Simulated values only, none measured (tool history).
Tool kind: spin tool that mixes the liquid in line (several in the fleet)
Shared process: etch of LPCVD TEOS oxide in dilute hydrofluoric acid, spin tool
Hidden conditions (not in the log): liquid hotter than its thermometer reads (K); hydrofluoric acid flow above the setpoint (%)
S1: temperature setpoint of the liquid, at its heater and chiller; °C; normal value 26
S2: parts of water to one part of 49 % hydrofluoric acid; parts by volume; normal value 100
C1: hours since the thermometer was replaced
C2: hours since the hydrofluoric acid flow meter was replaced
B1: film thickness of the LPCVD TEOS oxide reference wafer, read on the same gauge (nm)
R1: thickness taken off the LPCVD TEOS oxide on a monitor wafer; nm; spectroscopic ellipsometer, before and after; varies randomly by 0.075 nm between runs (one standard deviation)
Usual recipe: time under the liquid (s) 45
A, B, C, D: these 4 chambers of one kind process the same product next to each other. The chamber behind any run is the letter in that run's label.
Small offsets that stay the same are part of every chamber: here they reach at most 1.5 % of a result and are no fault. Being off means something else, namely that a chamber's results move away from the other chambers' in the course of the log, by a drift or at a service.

{"run": "1D", "hour": 11.8, "S1": 26, "S2": 100, "time under the liquid (s)": 45, "C1": 414.4, "C2": 453.3, "B1": 50.006, "R1": 11.138}
{"run": "2B", "hour": 25.0, "S1": 26, "S2": 100, "time under the liquid (s)": 45, "C1": 1445, "C2": 78.7, "B1": 49.978, "R1": 11.266}
{"run": "3C", "hour": 32.2, "S1": 26, "S2": 100, "time under the liquid (s)": 45, "C1": 788.2, "C2": 40.9, "B1": 49.988, "R1": 11.314}
{"run": "4A", "hour": 40.0, "S1": 26, "S2": 100, "time under the liquid (s)": 45, "C1": 932.2, "C2": 292.7, "B1": 50.011, "R1": 11.362}
{"run": "5A", "hour": 51.0, "S1": 26, "S2": 100, "time under the liquid (s)": 45, "C1": 943.2, "C2": 303.7, "B1": 50.029, "R1": 11.253}
{"run": "6B", "hour": 60.5, "S1": 26, "S2": 100, "time under the liquid (s)": 45, "C1": 1480.5, "C2": 114.2, "B1": 49.949, "R1": 11.28}
{"run": "7D", "hour": 68.4, "S1": 26, "S2": 100, "time under the liquid (s)": 45, "C1": 471, "C2": 509.9, "B1": 49.995, "R1": 11.325}
{"run": "8C", "hour": 80.1, "S1": 26, "S2": 65, "time under the liquid (s)": 30, "C1": 836.1, "C2": 88.8, "B1": 49.999, "R1": 12.292}
{"run": "9B", "hour": 92.3, "S1": 26, "S2": 65, "time under the liquid (s)": 30, "C1": 1512.3, "C2": 146, "B1": 49.976, "R1": 12.026}
{"run": "10A", "hour": 100.9, "S1": 26, "S2": 65, "time under the liquid (s)": 30, "C1": 993.1, "C2": 353.6, "B1": 50.012, "R1": 12.376}
{"run": "11D", "hour": 108.6, "S1": 26, "S2": 65, "time under the liquid (s)": 30, "C1": 511.2, "C2": 550.1, "B1": 49.986, "R1": 11.832}
{"run": "12C", "hour": 120.4, "S1": 26, "S2": 100, "time under the liquid (s)": 60, "C1": 876.4, "C2": 129.1, "B1": 49.995, "R1": 15.131}
{"run": "13B", "hour": 132.2, "S1": 26, "S2": 100, "time under the liquid (s)": 60, "C1": 1552.2, "C2": 185.9, "B1": 50.028, "R1": 15.05}
{"run": "14C", "hour": 140.7, "S1": 26, "S2": 100, "time under the liquid (s)": 60, "C1": 896.7, "C2": 149.4, "B1": 50.046, "R1": 15.239}
{"run": "15A", "hour": 148.9, "S1": 26, "S2": 100, "time under the liquid (s)": 60, "C1": 1041.1, "C2": 401.6, "B1": 49.966, "R1": 14.97}
{"hour": 151.6, "done": "chamber A: hydrofluoric acid flow meter replaced"}
{"run": "16D", "hour": 158.7, "S1": 26, "S2": 100, "time under the liquid (s)": 45, "C1": 561.3, "C2": 600.2, "B1": 49.971, "R1": 11.217}
{"run": "17A", "hour": 169.6, "S1": 26, "S2": 100, "time under the liquid (s)": 45, "C1": 1061.8, "C2": 18.1, "B1": 50.023, "R1": 11.18}
{"run": "18C", "hour": 176.2, "S1": 26, "S2": 100, "time under the liquid (s)": 45, "C1": 932.2, "C2": 184.9, "B1": 50.01, "R1": 11.469}
{"run": "19D", "hour": 188.8, "S1": 26, "S2": 100, "time under the liquid (s)": 45, "C1": 591.4, "C2": 630.3, "B1": 49.98, "R1": 11.35}
{"run": "20B", "hour": 195.9, "S1": 26, "S2": 100, "time under the liquid (s)": 45, "C1": 1615.9, "C2": 249.6, "B1": 50.029, "R1": 11.239}
{"run": "21A", "hour": 203.0, "S1": 26, "S2": 100, "time under the liquid (s)": 45, "C1": 1095.2, "C2": 51.5, "B1": 50.004, "R1": 11.28}
{"run": "22D", "hour": 210.7, "S1": 26, "S2": 100, "time under the liquid (s)": 60, "C1": 613.3, "C2": 652.2, "B1": 50.001, "R1": 15.088}
{"run": "23C", "hour": 222.8, "S1": 26, "S2": 100, "time under the liquid (s)": 60, "C1": 978.8, "C2": 231.5, "B1": 50.036, "R1": 14.988}
{"run": "24B", "hour": 234.1, "S1": 26, "S2": 100, "time under the liquid (s)": 60, "C1": 1654.1, "C2": 287.8, "B1": 50.011, "R1": 15.098}
{"run": "25C", "hour": 245.6, "S1": 26, "S2": 100, "time under the liquid (s)": 60, "C1": 1001.6, "C2": 254.3, "B1": 50.002, "R1": 15.14}
{"run": "26D", "hour": 259.2, "S1": 26, "S2": 140, "time under the liquid (s)": 45, "C1": 661.8, "C2": 700.7, "B1": 49.994, "R1": 7.732}
{"hour": 262.8, "done": "chamber D: hydrofluoric acid flow meter replaced"}
{"run": "27A", "hour": 266.7, "S1": 26, "S2": 140, "time under the liquid (s)": 45, "C1": 1158.9, "C2": 115.2, "B1": 50.023, "R1": 7.6681}
{"run": "28B", "hour": 280.4, "S1": 26, "S2": 140, "time under the liquid (s)": 45, "C1": 1700.4, "C2": 334.1, "B1": 49.993, "R1": 7.6896}
{"run": "29A", "hour": 289.0, "S1": 26, "S2": 140, "time under the liquid (s)": 45, "C1": 1181.2, "C2": 137.5, "B1": 50.008, "R1": 7.5974}
{"run": "30C", "hour": 300.0, "S1": 26, "S2": 100, "time under the liquid (s)": 45, "C1": 1056, "C2": 308.7, "B1": 50.036, "R1": 11.387}
{"run": "31B", "hour": 306.0, "S1": 26, "S2": 100, "time under the liquid (s)": 45, "C1": 1726, "C2": 359.7, "B1": 50.01, "R1": 11.217}
{"run": "32D", "hour": 317.9, "S1": 26, "S2": 100, "time under the liquid (s)": 45, "C1": 720.5, "C2": 55.1, "B1": 49.975, "R1": 11.609}
{"run": "33C", "hour": 326.1, "S1": 26, "S2": 100, "time under the liquid (s)": 45, "C1": 1082.1, "C2": 334.8, "B1": 49.997, "R1": 11.279}
{"run": "34D", "hour": 336.0, "S1": 26, "S2": 100, "time under the liquid (s)": 45, "C1": 738.6, "C2": 73.2, "B1": 50.014, "R1": 11.685}
{"run": "35B", "hour": 347.0, "S1": 26, "S2": 100, "time under the liquid (s)": 45, "C1": 1767, "C2": 400.7, "B1": 50.024, "R1": 11.227}
{"run": "36A", "hour": 355.6, "S1": 26, "S2": 100, "time under the liquid (s)": 20, "C1": 1247.8, "C2": 204.1, "B1": 49.99, "R1": 5.0122}
{"run": "37A", "hour": 362.0, "S1": 26, "S2": 100, "time under the liquid (s)": 20, "C1": 1254.2, "C2": 210.5, "B1": 50.004, "R1": 4.9742}
{"hour": 367.0, "done": "chamber B: hydrofluoric acid flow meter replaced"}
{"run": "38D", "hour": 375.9, "S1": 26, "S2": 100, "time under the liquid (s)": 20, "C1": 778.5, "C2": 113.1, "B1": 49.996, "R1": 5.1494}
{"run": "39B", "hour": 382.8, "S1": 26, "S2": 100, "time under the liquid (s)": 20, "C1": 1802.8, "C2": 15.9, "B1": 49.982, "R1": 5.0158}
{"run": "40C", "hour": 390.6, "S1": 26, "S2": 100, "time under the liquid (s)": 45, "C1": 1146.6, "C2": 399.3, "B1": 49.989, "R1": 11.396}
{"run": "41A", "hour": 402.9, "S1": 26, "S2": 100, "time under the liquid (s)": 45, "C1": 1295.1, "C2": 251.4, "B1": 49.994, "R1": 11.292}
{"run": "42D", "hour": 411.7, "S1": 26, "S2": 100, "time under the liquid (s)": 45, "C1": 814.3, "C2": 148.9, "B1": 49.987, "R1": 11.965}

Is one chamber off against the others, does the gauge drift, or is nothing wrong? If a chamber is off, say which, and what the likeliest cause is.

Chamber D drifts away from the others.
Most likely cause: liquid hotter than its thermometer reads (K) = 1.53.

Below are 4 candidate recipes for chamber D's next run, each the usual settings with a change, their results shown as question marks. Which of them brings D's results back in line with what the other chambers give on the usual settings?
Counts as in line when no further than this from what the other chambers average on the usual settings: R1 0.26 nm
{"run": "43D-1", "hour": 421.7, "S1": 26, "S2": 105, "time under the liquid (s)": 45, "R1": "?"}
{"run": "43D-2", "hour": 421.7, "S1": 23.5, "S2": 100, "time under the liquid (s)": 45, "R1": "?"}
{"run": "43D-3", "hour": 421.7, "S1": 26, "S2": 100, "time under the liquid (s)": 50, "R1": "?"}
{"run": "43D-4", "hour": 421.7, "S1": 27.5, "S2": 100, "time under the liquid (s)": 45, "R1": "?"}

The mean the other chambers reach with the usual settings: R1 11.296 nm
run=43D-1 R1=11.178
run=43D-2 R1=10.724
run=43D-3 R1=13.13
run=43D-4 R1=12.511
43D-1 is the one that brings the chamber's results back in line with the other chambers.
